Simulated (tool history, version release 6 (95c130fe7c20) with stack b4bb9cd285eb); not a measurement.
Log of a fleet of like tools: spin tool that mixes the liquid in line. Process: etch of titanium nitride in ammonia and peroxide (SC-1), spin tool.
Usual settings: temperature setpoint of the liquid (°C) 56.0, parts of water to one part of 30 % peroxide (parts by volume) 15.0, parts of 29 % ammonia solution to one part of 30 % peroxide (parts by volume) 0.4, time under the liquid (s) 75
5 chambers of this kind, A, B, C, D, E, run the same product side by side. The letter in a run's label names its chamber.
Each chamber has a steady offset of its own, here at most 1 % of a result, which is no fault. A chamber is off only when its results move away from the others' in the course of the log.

run	day	temperature setpoint of the liquid (°C)	parts of water to one part of 30 % peroxide (parts by volume)	parts of 29 % ammonia solution to one part of 30 % peroxide (parts by volume)	time under the liquid (s)	hours since the thermometer was replaced	hours since the ammonia flow meter was replaced	hours since the heated supply line was repaired	hours since the drum of ammonia solution was connected	read-back film thickness of the titanium nitride reference wafer, read on the same gauge (nm)	thickness taken off the titanium nitride on a monitor wafer (angstrom)
# day 0.088: chamber C: thermometer replaced
1E	0.417	56.0	15.0	0.4	75	2069.8	1047.1	655.0	633.4	29.972	88.889
2B	0.942	56.0	15.0	0.4	75	1520.1	1065.3	217.9	494.1	29.999	88.654
# day 1.471: chamber E: thermometer replaced
3C	1.600	56.0	15.0	0.4	75	36.4	188.3	1037.9	237.4	29.992	87.283
4D	2.246	56.0	15.0	0.4	75	97.5	1033.4	309.2	581.4	29.986	88.676
5A	2.867	56.0	15.0	0.4	75	221.3	883.2	2374.4	288.4	29.983	86.939
6E	3.271	56.0	15.0	0.4	75	43.3	1115.6	723.5	701.9	29.997	87.920
7D	3.883	49.5	15.0	0.4	75	136.8	1072.7	348.5	620.7	30.040	56.863
# day 4.042: chamber E: new drum of ammonia solution connected
8A	4.258	49.5	15.0	0.4	75	254.7	916.6	2407.8	321.8	29.989	55.468
9C	4.788	49.5	15.0	0.4	75	112.9	264.8	1114.4	313.9	29.994	56.281
10B	5.208	49.5	15.0	0.4	75	1622.5	1167.7	320.3	596.5	30.036	56.191
11B	5.779	49.5	15.0	0.4	75	1636.2	1181.4	334.0	610.2	30.004	56.210
12C	6.367	56.0	15.0	0.4	75	150.8	302.7	1152.3	351.8	29.982	88.234
# day 6.454: chamber D: ammonia flow meter replaced
# day 6.821: chamber C: new drum of ammonia solution connected
13E	6.875	56.0	15.0	0.5	50	129.8	1202.1	810.0	68.1	29.998	62.395
14D	7.479	56.0	15.0	0.5	50	223.1	24.7	434.8	707.0	29.976	61.619
# day 7.529: chamber B: thermometer replaced
15A	8.017	56.0	15.0	0.5	50	344.9	1006.8	2498.0	412.0	30.020	60.890
16E	8.496	56.0	15.0	0.5	50	168.7	1241.0	848.9	107.0	30.029	61.185
17B	8.950	56.0	15.0	0.5	50	34.2	1257.5	410.1	686.3	30.011	61.472
18A	9.438	56.0	15.0	0.4	75	379.0	1040.9	2532.1	446.1	29.996	87.397
19D	9.879	56.0	15.0	0.4	75	280.7	82.3	492.4	764.6	29.966	88.352
20C	10.225	56.0	15.0	0.4	75	243.4	395.3	1244.9	81.8	30.000	86.314
21C	10.617	56.0	15.0	0.4	75	252.8	404.7	1254.3	91.2	30.007	87.454
22E	11.042	56.0	15.0	0.4	75	229.8	1302.1	910.0	168.1	29.978	88.921
23D	11.608	56.0	15.0	0.6	75	322.2	123.8	533.9	806.1	29.997	93.210
# day 11.992: chamber B: ammonia flow meter replaced
24B	12.171	56.0	15.0	0.6	75	111.5	4.4	487.4	763.6	29.984	95.419
25A	12.721	56.0	15.0	0.6	75	457.8	1119.7	2610.9	524.9	29.986	94.935
26B	13.029	56.0	15.0	0.6	75	132.1	25.0	508.0	784.2	29.993	96.673
27C	13.517	56.0	15.0	0.6	75	322.4	474.3	1323.9	160.8	30.007	94.554
28A	14.100	56.0	15.0	0.4	75	490.9	1152.8	2644.0	558.0	30.067	87.828
29E	14.604	56.0	15.0	0.4	75	315.3	1387.6	995.5	253.6	29.989	88.840
30D	14.950	56.0	15.0	0.4	75	402.4	204.0	614.1	886.3	29.989	86.172
# day 15.004: chamber C: heated supply line repaired
31B	15.325	56.0	10.5	0.3	75	187.2	80.1	563.1	839.3	29.997	100.730
32D	16.000	56.0	10.5	0.3	75	427.6	229.2	639.3	911.5	30.032	99.143
33A	16.604	56.0	10.5	0.3	75	551.0	1212.9	2704.1	618.1	29.973	100.420
34E	17.192	56.0	10.5	0.3	75	377.4	1449.7	1057.6	315.7	29.979	102.050
35C	17.754	56.0	10.5	0.3	75	424.1	576.0	66.0	262.5	30.009	101.440
36C	18.221	56.0	15.0	0.4	75	435.3	587.2	77.2	273.7	30.031	87.764
37E	18.571	56.0	15.0	0.4	75	410.5	1482.8	1090.7	348.8	30.016	89.429
38D	19.183	56.0	15.0	0.4	75	504.0	305.6	715.7	987.9	30.018	85.189
39B	19.779	56.0	15.0	0.4	75	294.1	187.0	670.0	946.2	30.023	89.251
40A	20.142	56.0	15.0	0.4	75	635.9	1297.8	2789.0	703.0	30.009	86.883
41D	20.692	56.0	15.0	0.4	75	540.2	341.8	751.9	1024.1	29.954	84.191

What goes on in this fleet: one chamber off, a drifting gauge, or nothing beyond the chambers' own small offsets? Name the chamber and the cause, if any.

Chamber D drifts away from the others.
Cause: temperature lost on the way to the wafer (K) = 0.847.
The log may not tell that from: liquid colder than its thermometer reads (K).

Here are 4 candidates for chamber D's next run, each the usual settings with a change, their results left as question marks. Which one brings its results back in line with what the others give on the usual settings?
In line means no further than this from the other chambers' mean on the usual settings: thickness taken off the titanium nitride on a monitor wafer (angstrom) 2.300
42D-1	21.179	54.5	15.0	0.40	75						?
42D-2	21.179	56.0	15.0	0.65	75						?
42D-3	21.179	56.0	13.5	0.40	75						?
42D-4	21.179	56.0	16.5	0.40	75						?

The other chambers' mean on the usual settings: thickness taken off the titanium nitride on a monitor wafer (angstrom) 87.864
run	thickness taken off the titanium nitride on a monitor wafer (angstrom)
42D-1	75.143
42D-2	90.675
42D-3	88.051
42D-4	78.788
42D-3 brings the chamber back in line.
